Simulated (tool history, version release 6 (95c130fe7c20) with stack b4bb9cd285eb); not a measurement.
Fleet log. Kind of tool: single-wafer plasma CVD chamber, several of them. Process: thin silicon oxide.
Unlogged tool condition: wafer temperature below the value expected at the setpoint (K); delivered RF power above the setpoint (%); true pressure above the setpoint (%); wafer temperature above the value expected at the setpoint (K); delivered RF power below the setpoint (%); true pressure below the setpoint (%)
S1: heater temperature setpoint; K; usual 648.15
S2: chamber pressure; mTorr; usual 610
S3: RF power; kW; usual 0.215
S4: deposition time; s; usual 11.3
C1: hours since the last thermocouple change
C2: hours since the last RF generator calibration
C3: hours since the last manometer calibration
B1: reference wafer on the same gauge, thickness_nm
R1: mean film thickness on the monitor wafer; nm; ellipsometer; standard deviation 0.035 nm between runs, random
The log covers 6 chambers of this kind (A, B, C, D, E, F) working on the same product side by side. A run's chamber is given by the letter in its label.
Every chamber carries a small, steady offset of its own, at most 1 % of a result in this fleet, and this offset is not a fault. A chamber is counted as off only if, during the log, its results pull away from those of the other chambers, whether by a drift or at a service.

{"run": "1B", "day": 0.458, "S1": 648.15, "S2": 610, "S3": 0.215, "S4": 11.3, "C1": 2427.2, "C2": 1635.1, "C3": 1911.2, "B1": 14.804, "R1": 13.721}
{"run": "2F", "day": 0.975, "S1": 648.15, "S2": 610, "S3": 0.215, "S4": 11.3, "C1": 1140.9, "C2": 1146.7, "C3": 38.5, "B1": 14.808, "R1": 13.752}
{"run": "3E", "day": 1.217, "S1": 648.15, "S2": 610, "S3": 0.215, "S4": 11.3, "C1": 1073.5, "C2": 700.2, "C3": 42.9, "B1": 14.801, "R1": 13.86}
{"run": "4C", "day": 1.775, "S1": 648.15, "S2": 610, "S3": 0.215, "S4": 11.3, "C1": 2261.1, "C2": 510.7, "C3": 298.5, "B1": 14.808, "R1": 13.704}
{"day": 1.804, "done": "chamber A: RF generator calibrated"}
{"run": "5D", "day": 2.129, "S1": 648.15, "S2": 610, "S3": 0.215, "S4": 11.3, "C1": 2107, "C2": 1851.4, "C3": 2588, "B1": 14.799, "R1": 13.632}
{"run": "6A", "day": 2.429, "S1": 637.15, "S2": 610, "S3": 0.2, "S4": 11.3, "C1": 219.1, "C2": 15, "C3": 2271.5, "B1": 14.792, "R1": 13.397}
{"run": "7E", "day": 2.988, "S1": 637.15, "S2": 610, "S3": 0.2, "S4": 11.3, "C1": 1116, "C2": 742.7, "C3": 85.4, "B1": 14.806, "R1": 13.448}
{"run": "8F", "day": 3.392, "S1": 637.15, "S2": 610, "S3": 0.2, "S4": 11.3, "C1": 1198.9, "C2": 1204.7, "C3": 96.5, "B1": 14.806, "R1": 13.246}
{"day": 3.404, "done": "chamber F: RF generator calibrated"}
{"run": "9B", "day": 3.854, "S1": 637.15, "S2": 610, "S3": 0.2, "S4": 11.3, "C1": 2508.7, "C2": 1716.6, "C3": 1992.7, "B1": 14.803, "R1": 13.342}
{"run": "10C", "day": 4.138, "S1": 637.15, "S2": 610, "S3": 0.2, "S4": 11.3, "C1": 2317.8, "C2": 567.4, "C3": 355.2, "B1": 14.801, "R1": 13.263}
{"run": "11A", "day": 4.654, "S1": 637.15, "S2": 610, "S3": 0.2, "S4": 11.3, "C1": 272.5, "C2": 68.4, "C3": 2324.9, "B1": 14.795, "R1": 13.443}
{"run": "12D", "day": 5.083, "S1": 648.15, "S2": 610, "S3": 0.215, "S4": 11.3, "C1": 2177.9, "C2": 1922.3, "C3": 2658.9, "B1": 14.808, "R1": 13.671}
{"run": "13A", "day": 5.417, "S1": 648.15, "S2": 610, "S3": 0.215, "S4": 11.3, "C1": 290.8, "C2": 86.7, "C3": 2343.2, "B1": 14.798, "R1": 13.867}
{"run": "14B", "day": 5.804, "S1": 648.15, "S2": 610, "S3": 0.215, "S4": 11.3, "C1": 2555.5, "C2": 1763.4, "C3": 2039.5, "B1": 14.806, "R1": 13.731}
{"day": 5.912, "done": "chamber D: RF generator calibrated"}
{"run": "15D", "day": 6.329, "S1": 648.15, "S2": 610, "S3": 0.215, "S4": 11.3, "C1": 2207.8, "C2": 10, "C3": 2688.8, "B1": 14.808, "R1": 13.646}
{"run": "16C", "day": 6.708, "S1": 648.15, "S2": 610, "S3": 0.215, "S4": 11.3, "C1": 2379.5, "C2": 629.1, "C3": 416.9, "B1": 14.803, "R1": 13.645}
{"run": "17F", "day": 7.225, "S1": 662.15, "S2": 610, "S3": 0.215, "S4": 11.3, "C1": 1290.9, "C2": 91.7, "C3": 188.5, "B1": 14.806, "R1": 13.542}
{"run": "18E", "day": 7.683, "S1": 662.15, "S2": 610, "S3": 0.215, "S4": 11.3, "C1": 1228.7, "C2": 855.4, "C3": 198.1, "B1": 14.807, "R1": 13.671}
{"run": "19D", "day": 8.083, "S1": 662.15, "S2": 610, "S3": 0.215, "S4": 11.3, "C1": 2249.9, "C2": 52.1, "C3": 2730.9, "B1": 14.797, "R1": 13.492}
{"run": "20E", "day": 8.467, "S1": 662.15, "S2": 610, "S3": 0.215, "S4": 11.3, "C1": 1247.5, "C2": 874.2, "C3": 216.9, "B1": 14.812, "R1": 13.651}
{"run": "21B", "day": 9.025, "S1": 662.15, "S2": 610, "S3": 0.215, "S4": 11.3, "C1": 2632.8, "C2": 1840.7, "C3": 2116.8, "B1": 14.803, "R1": 13.65}
{"run": "22F", "day": 9.562, "S1": 662.15, "S2": 610, "S3": 0.215, "S4": 11.3, "C1": 1347, "C2": 147.8, "C3": 244.6, "B1": 14.803, "R1": 13.572}
{"day": 9.812, "done": "chamber B: thermocouple changed; heater temperature recalibrated"}
{"day": 10.092, "done": "chamber D: capacitance manometer re-zeroed and calibrated"}
{"run": "23A", "day": 10.092, "S1": 648.15, "S2": 610, "S3": 0.215, "S4": 11.3, "C1": 403, "C2": 198.9, "C3": 2455.4, "B1": 14.8, "R1": 13.843}
{"run": "24C", "day": 10.575, "S1": 648.15, "S2": 610, "S3": 0.215, "S4": 11.3, "C1": 2472.3, "C2": 721.9, "C3": 509.7, "B1": 14.811, "R1": 13.634}
{"run": "25D", "day": 10.988, "S1": 648.15, "S2": 610, "S3": 0.215, "S4": 11.3, "C1": 2319.6, "C2": 121.8, "C3": 21.5, "B1": 14.802, "R1": 13.232}
{"run": "26B", "day": 11.242, "S1": 648.15, "S2": 728, "S3": 0.23, "S4": 11.3, "C1": 34.4, "C2": 1893.9, "C3": 2170, "B1": 14.801, "R1": 16.945}
{"run": "27A", "day": 11.608, "S1": 648.15, "S2": 728, "S3": 0.23, "S4": 11.3, "C1": 439.4, "C2": 235.3, "C3": 2491.8, "B1": 14.792, "R1": 17.217}
{"run": "28C", "day": 12.054, "S1": 648.15, "S2": 728, "S3": 0.23, "S4": 11.3, "C1": 2507.8, "C2": 757.4, "C3": 545.2, "B1": 14.803, "R1": 16.944}
{"run": "29F", "day": 12.312, "S1": 648.15, "S2": 728, "S3": 0.23, "S4": 11.3, "C1": 1413, "C2": 213.8, "C3": 310.6, "B1": 14.807, "R1": 17.006}
{"run": "30E", "day": 12.633, "S1": 648.15, "S2": 728, "S3": 0.23, "S4": 11.3, "C1": 1347.5, "C2": 974.2, "C3": 316.9, "B1": 14.793, "R1": 17.287}
{"run": "31B", "day": 13.121, "S1": 648.15, "S2": 728, "S3": 0.23, "S4": 11.3, "C1": 79.5, "C2": 1939, "C3": 2215.1, "B1": 14.799, "R1": 17.051}
{"run": "32A", "day": 13.525, "S1": 648.15, "S2": 610, "S3": 0.215, "S4": 11.3, "C1": 485.4, "C2": 281.3, "C3": 2537.8, "B1": 14.793, "R1": 13.836}
{"run": "33E", "day": 13.875, "S1": 648.15, "S2": 610, "S3": 0.215, "S4": 11.3, "C1": 1377.3, "C2": 1004, "C3": 346.7, "B1": 14.798, "R1": 13.841}
{"run": "34C", "day": 14.279, "S1": 648.15, "S2": 610, "S3": 0.215, "S4": 11.3, "C1": 2561.2, "C2": 810.8, "C3": 598.6, "B1": 14.805, "R1": 13.714}
{"run": "35F", "day": 14.779, "S1": 648.15, "S2": 610, "S3": 0.215, "S4": 11.3, "C1": 1472.2, "C2": 273, "C3": 369.8, "B1": 14.803, "R1": 13.666}
{"run": "36D", "day": 15.083, "S1": 648.15, "S2": 610, "S3": 0.215, "S4": 11.3, "C1": 2417.9, "C2": 220.1, "C3": 119.8, "B1": 14.806, "R1": 13.287}
{"run": "37F", "day": 15.617, "S1": 648.15, "S2": 610, "S3": 0.215, "S4": 11.3, "C1": 1492.3, "C2": 293.1, "C3": 389.9, "B1": 14.803, "R1": 13.707}
{"run": "38B", "day": 16.142, "S1": 648.15, "S2": 610, "S3": 0.215, "S4": 11.3, "C1": 152, "C2": 2011.5, "C3": 2287.6, "B1": 14.807, "R1": 13.751}
{"run": "39D", "day": 16.588, "S1": 648.15, "S2": 610, "S3": 0.215, "S4": 11.3, "C1": 2454, "C2": 256.2, "C3": 155.9, "B1": 14.801, "R1": 13.356}
{"run": "40C", "day": 16.896, "S1": 648.15, "S2": 610, "S3": 0.215, "S4": 11.3, "C1": 2624, "C2": 873.6, "C3": 661.4, "B1": 14.796, "R1": 13.67}

All chambers now run identical settings, listed one chamber a line with results as question marks. What results will each chamber show?
{"run": "41A", "day": 17.3, "S1": 648.15, "S2": 610, "S3": 0.215, "S4": 11.3, "R1": "?"}
{"run": "41B", "day": 17.3, "S1": 648.15, "S2": 610, "S3": 0.215, "S4": 11.3, "R1": "?"}
{"run": "41C", "day": 17.3, "S1": 648.15, "S2": 610, "S3": 0.215, "S4": 11.3, "R1": "?"}
{"run": "41D", "day": 17.3, "S1": 648.15, "S2": 610, "S3": 0.215, "S4": 11.3, "R1": "?"}
{"run": "41E", "day": 17.3, "S1": 648.15, "S2": 610, "S3": 0.215, "S4": 11.3, "R1": "?"}
{"run": "41F", "day": 17.3, "S1": 648.15, "S2": 610, "S3": 0.215, "S4": 11.3, "R1": "?"}

run=41A R1=13.837
run=41B R1=13.769
run=41C R1=13.65
run=41D R1=13.257
run=41E R1=13.792
run=41F R1=13.691
